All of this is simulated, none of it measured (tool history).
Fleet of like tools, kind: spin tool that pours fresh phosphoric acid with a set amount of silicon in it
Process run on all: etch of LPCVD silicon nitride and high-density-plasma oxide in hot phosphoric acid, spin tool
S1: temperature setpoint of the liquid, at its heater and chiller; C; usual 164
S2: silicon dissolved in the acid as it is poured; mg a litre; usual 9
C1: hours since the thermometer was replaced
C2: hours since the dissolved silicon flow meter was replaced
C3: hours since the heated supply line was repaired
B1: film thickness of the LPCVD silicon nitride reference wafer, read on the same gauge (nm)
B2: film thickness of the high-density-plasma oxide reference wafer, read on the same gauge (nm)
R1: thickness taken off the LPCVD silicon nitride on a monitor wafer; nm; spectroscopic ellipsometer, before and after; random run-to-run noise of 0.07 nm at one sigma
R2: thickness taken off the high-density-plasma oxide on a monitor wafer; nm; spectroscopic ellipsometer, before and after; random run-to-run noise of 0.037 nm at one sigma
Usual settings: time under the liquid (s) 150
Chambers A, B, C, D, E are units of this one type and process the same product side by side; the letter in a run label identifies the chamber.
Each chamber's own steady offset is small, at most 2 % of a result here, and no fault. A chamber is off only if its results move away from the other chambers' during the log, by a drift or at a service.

Run 1A, hour 3.3: usual settings; C1 313.9; C2 1129.9; C3 896.2; B1 120.01; B2 70.023. Result: R1 14.422 nm, R2 0.87212 nm.
Run 2C, hour 6.6: usual settings; C1 1052.7; C2 295.7; C3 566.9; B1 119.97; B2 70.016. Result: R1 14.19 nm, R2 0.78638 nm.
Run 3B, hour 10.9: usual settings; C1 46.4; C2 635.4; C3 2895.3; B1 120.01; B2 70.021. Result: R1 14.436 nm, R2 0.74499 nm.
Run 4D, hour 17.8: usual settings; C1 1553.5; C2 475; C3 117.3; B1 120; B2 69.993. Result: R1 14.333 nm, R2 0.84272 nm.
Run 5E, hour 22.4: usual settings; C1 238.2; C2 1110.5; C3 439; B1 119.97; B2 69.998. Result: R1 14.252 nm, R2 0.78754 nm.
Run 6A, hour 26: usual settings; C1 336.6; C2 1152.6; C3 918.9; B1 120; B2 69.993. Result: R1 14.29 nm, R2 0.86987 nm.
Run 7E, hour 31.2: usual settings; C1 247; C2 1119.3; C3 447.8; B1 119.96; B2 70.04. Result: R1 14.447 nm, R2 0.8384 nm.
At hour 34.7: chamber D: dissolved silicon flow meter replaced.
Run 8B, hour 35: usual settings; C1 70.5; C2 659.5; C3 2919.4; B1 119.97; B2 70.003. Result: R1 14.51 nm, R2 0.81401 nm.
Run 9D, hour 42: usual settings; C1 1577.7; C2 7.3; C3 141.5; B1 120; B2 70.018. Result: R1 14.185 nm, R2 0.84217 nm.
Run 10C, hour 48.1: usual settings; C1 1094.2; C2 337.2; C3 608.4; B1 119.97; B2 70.014. Result: R1 14.321 nm, R2 0.90373 nm.
Run 11A, hour 51.8: usual settings; C1 362.4; C2 1178.4; C3 944.7; B1 119.97; B2 69.957. Result: R1 14.235 nm, R2 0.78934 nm.
Run 12B, hour 59.2: usual settings; C1 94.7; C2 683.7; C3 2943.6; B1 120.04; B2 70.001. Result: R1 14.389 nm, R2 0.87572 nm.
Run 13E, hour 63.7: usual settings; C1 279.5; C2 1151.8; C3 480.3; B1 120.01; B2 70.028. Result: R1 14.221 nm, R2 0.82915 nm.
Run 14C, hour 69.9: usual settings; C1 1116; C2 359; C3 630.2; B1 119.98; B2 70.022. Result: R1 14.303 nm, R2 0.78776 nm.
Run 15D, hour 76.6: usual settings; C1 1612.3; C2 41.9; C3 176.1; B1 120.02; B2 69.971. Result: R1 14.154 nm, R2 0.81099 nm.
Run 16A, hour 81.5: usual settings; C1 392.1; C2 1208.1; C3 974.4; B1 120.03; B2 69.999. Result: R1 14.335 nm, R2 0.86022 nm.
Run 17C, hour 88.9: usual settings; C1 1135; C2 378; C3 649.2; B1 120; B2 70.028. Result: R1 14.053 nm, R2 0.85769 nm.
Run 18E, hour 92.7: usual settings; C1 308.5; C2 1180.8; C3 509.3; B1 119.98; B2 69.994. Result: R1 14.28 nm, R2 0.81527 nm.
Run 19D, hour 98.7: usual settings; C1 1634.4; C2 64; C3 198.2; B1 120.01; B2 70.015. Result: R1 14.15 nm, R2 0.85567 nm.
Run 20B, hour 106.1: usual settings; C1 141.6; C2 730.6; C3 2990.5; B1 120.01; B2 70.023. Result: R1 14.297 nm, R2 0.7857 nm.
Run 21D, hour 109.6: usual settings; C1 1645.3; C2 74.9; C3 209.1; B1 120.02; B2 70.024. Result: R1 14.306 nm, R2 0.82251 nm.
Run 22C, hour 114: usual settings; C1 1160.1; C2 403.1; C3 674.3; B1 120; B2 69.986. Result: R1 13.975 nm, R2 0.78755 nm.
Run 23E, hour 121: usual settings; C1 336.8; C2 1209.1; C3 537.6; B1 119.98; B2 70.017. Result: R1 14.214 nm, R2 0.82881 nm.
Run 24A, hour 127.2: usual settings; C1 437.8; C2 1253.8; C3 1020.1; B1 120.04; B2 69.986. Result: R1 14.367 nm, R2 0.87321 nm.
Run 25B, hour 134: usual settings; C1 169.5; C2 758.5; C3 3018.4; B1 120.01; B2 70.024. Result: R1 14.346 nm, R2 0.80025 nm.
Run 26B, hour 141: usual settings; C1 176.5; C2 765.5; C3 3025.4; B1 120; B2 70.011. Result: R1 14.361 nm, R2 0.8598 nm.
Run 27C, hour 146.2: usual settings; C1 1192.3; C2 435.3; C3 706.5; B1 120.02; B2 70.037. Result: R1 13.867 nm, R2 0.76084 nm.
Run 28E, hour 151.1: usual settings; C1 366.9; C2 1239.2; C3 567.7; B1 119.98; B2 69.977. Result: R1 14.175 nm, R2 0.79888 nm.
Run 29D, hour 157.3: usual settings; C1 1693; C2 122.6; C3 256.8; B1 120; B2 70.015. Result: R1 14.327 nm, R2 0.84213 nm.
Run 30A, hour 164.3: usual settings; C1 474.9; C2 1290.9; C3 1057.2; B1 119.96; B2 70.014. Result: R1 14.377 nm, R2 0.82626 nm.
Run 31A, hour 169.9: usual settings but S1 161.5 C, time under the liquid (s) 120; C1 480.5; C2 1296.5; C3 1062.8; B1 120.02; B2 69.97. Result: R1 10.446 nm, R2 0.58668 nm.
Run 32B, hour 176: usual settings but S1 161.5 C, time under the liquid (s) 120; C1 211.5; C2 800.5; C3 3060.4; B1 119.99; B2 69.993. Result: R1 10.618 nm, R2 0.60457 nm.
Run 33E, hour 180.8: usual settings but S1 161.5 C, time under the liquid (s) 120; C1 396.6; C2 1268.9; C3 597.4; B1 120.03; B2 69.997. Result: R1 10.48 nm, R2 0.52433 nm.
Run 34C, hour 186.5: usual settings but S1 161.5 C, time under the liquid (s) 120; C1 1232.6; C2 475.6; C3 746.8; B1 119.94; B2 70.016. Result: R1 10.058 nm, R2 0.47249 nm.
Run 35D, hour 192.1: usual settings but S1 161.5 C, time under the liquid (s) 120; C1 1727.8; C2 157.4; C3 291.6; B1 120; B2 69.985. Result: R1 10.447 nm, R2 0.54848 nm.

What goes on in this fleet: one chamber off, a drifting gauge, or nothing beyond the chambers' own small offsets? Name the chamber and the cause, if any.

Little by little, chamber C moves away from the other chambers.
Cause: temperature lost on the way to the wafer (K) = 1.62.
The log may not separate it from: liquid colder than its thermometer reads (K).

Which of the 4 candidates below, each the usual settings with something changed and its results left as question marks, puts chamber C back in line with what the other chambers give on the usual settings?
In line means no further than this from the other chambers' mean on the usual settings: R1 0.25 nm; R2 0.13 nm
Run 36C-1, hour 197.4: usual settings but S1 164.5 C, S2 7.5 mg a litre, time under the liquid (s) 155. Result: R1 ?, R2 ?.
Run 36C-2, hour 197.4: usual settings but S1 165.5 C, S2 5.5 mg a litre, time under the liquid (s) 160. Result: R1 ?, R2 ?.
Run 36C-3, hour 197.4: usual settings but S1 163 C, S2 12.5 mg a litre, time under the liquid (s) 140. Result: R1 ?, R2 ?.
Run 36C-4, hour 197.4: usual settings but S1 163.5 C, S2 10.5 mg a litre, time under the liquid (s) 145. Result: R1 ?, R2 ?.

The mean the other chambers reach with the usual settings: R1 14.298 nm; R2 0.83405 nm
  run      R1       R2
36C-1  14.217  0.81587
36C-2  15.164  0.94529
36C-3  12.224   0.5901
36C-4  12.869  0.66498
36C-1 is the one that brings the chamber's results back in line with the other chambers.
